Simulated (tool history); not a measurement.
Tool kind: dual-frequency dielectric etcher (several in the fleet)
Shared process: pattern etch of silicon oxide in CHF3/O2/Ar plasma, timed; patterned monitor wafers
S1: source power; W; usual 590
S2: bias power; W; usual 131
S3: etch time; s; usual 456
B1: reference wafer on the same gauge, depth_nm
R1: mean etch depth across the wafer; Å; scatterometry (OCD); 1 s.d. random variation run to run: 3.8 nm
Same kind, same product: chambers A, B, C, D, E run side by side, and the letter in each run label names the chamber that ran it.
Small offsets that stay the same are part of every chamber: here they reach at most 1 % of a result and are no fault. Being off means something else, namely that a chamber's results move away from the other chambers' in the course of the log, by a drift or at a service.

Run 1A, day 0.500: usual settings; B1 842.87. Result: R1 8052.8 Å.
Run 2D, day 0.842: usual settings; B1 843.32. Result: R1 8064.0 Å.
Run 3E, day 1.096: usual settings; B1 842.62. Result: R1 8023.5 Å.
Run 4B, day 1.558: usual settings; B1 842.53. Result: R1 8078.0 Å.
Run 5C, day 1.858: usual settings; B1 842.54. Result: R1 8048.1 Å.
Run 6B, day 2.133: usual settings; B1 841.96. Result: R1 8103.7 Å.
Run 7C, day 2.496: usual settings; B1 843.19. Result: R1 8058.0 Å.
Run 8A, day 2.754: usual settings; B1 843.82. Result: R1 8128.4 Å.
Run 9D, day 3.258: usual settings; B1 843.04. Result: R1 8157.7 Å.
Run 10E, day 3.762: usual settings but S2 120 W; B1 841.85. Result: R1 7887.7 Å.
Run 11B, day 4.212: usual settings but S2 120 W; B1 843.62. Result: R1 7981.2 Å.
Run 12D, day 4.483: usual settings but S2 120 W; B1 842.63. Result: R1 7781.0 Å.
Run 13E, day 4.842: usual settings but S2 120 W; B1 842.89. Result: R1 7833.2 Å.
Run 14C, day 5.221: usual settings but S2 120 W; B1 843.26. Result: R1 7888.1 Å.
At day 5.346: chamber E: wet clean of the chamber.
Run 15A, day 5.758: usual settings; B1 842.49. Result: R1 8093.4 Å.
At day 5.938: chamber B: wet clean of the chamber.
Run 16B, day 6.017: usual settings; B1 842.48. Result: R1 8104.5 Å.
Run 17A, day 6.554: usual settings but S3 576 s; B1 843.74. Result: R1 10270.0 Å.
Run 18E, day 7.000: usual settings but S3 576 s; B1 843.24. Result: R1 10232.0 Å.
Run 19D, day 7.300: usual settings but S3 576 s; B1 843.03. Result: R1 9992.6 Å.
Run 20C, day 7.575: usual settings but S3 576 s; B1 842.61. Result: R1 10236.0 Å.
Run 21A, day 8.021: usual settings but S3 576 s; B1 843.00. Result: R1 10218.0 Å.
Run 22E, day 8.350: usual settings; B1 843.31. Result: R1 7991.3 Å.
Run 23B, day 8.729: usual settings; B1 843.53. Result: R1 8124.2 Å.
Run 24C, day 9.054: usual settings; B1 843.33. Result: R1 8075.0 Å.
Run 25D, day 9.392: usual settings; B1 843.18. Result: R1 7816.8 Å.
Run 26A, day 9.771: usual settings; B1 842.63. Result: R1 8066.4 Å.
Run 27E, day 10.158: usual settings; B1 843.62. Result: R1 8040.7 Å.
Run 28D, day 10.646: usual settings but S1 490 W; B1 843.03. Result: R1 7267.2 Å.
Run 29B, day 11.188: usual settings but S1 490 W; B1 842.94. Result: R1 7513.8 Å.
Run 30C, day 11.650: usual settings but S1 490 W; B1 842.96. Result: R1 7514.2 Å.
Run 31A, day 12.046: usual settings but S1 490 W; B1 843.79. Result: R1 7488.4 Å.
Run 32B, day 12.475: usual settings but S1 490 W; B1 842.50. Result: R1 7549.3 Å.
Run 33C, day 12.967: usual settings; B1 842.66. Result: R1 8186.2 Å.

Is one chamber off against the others, does the gauge drift, or is nothing wrong? If a chamber is off, say which, and what the likeliest cause is.

Chamber D drifts away from the others.
Cause: etch rate under this chamber's usual, % = 4.96.

Here are 4 candidates for chamber D's next run, each the usual settings with a change, their results left as question marks. Which one brings its results back in line with what the others give on the usual settings?
In-line tolerance around the mean of the other chambers on the usual settings: R1 130.0 Å
Run 34D-1, day 13.362: usual settings but S1 600 W, S3 476.5 s. Result: R1 ?.
Run 34D-2, day 13.362: usual settings but S1 680 W, S2 147 W. Result: R1 ?.
Run 34D-3, day 13.362: usual settings but S1 520 W. Result: R1 ?.
Run 34D-4, day 13.362: usual settings but S1 580 W, S2 129 W, S3 421.0 s. Result: R1 ?.

What the other chambers average on the usual settings: R1 8090.2 Å
  run      R1
34D-1  8102.4
34D-2  8441.3
34D-3  7334.5
34D-4  7031.0
With 34D-1, the chamber falls back in line with the rest.
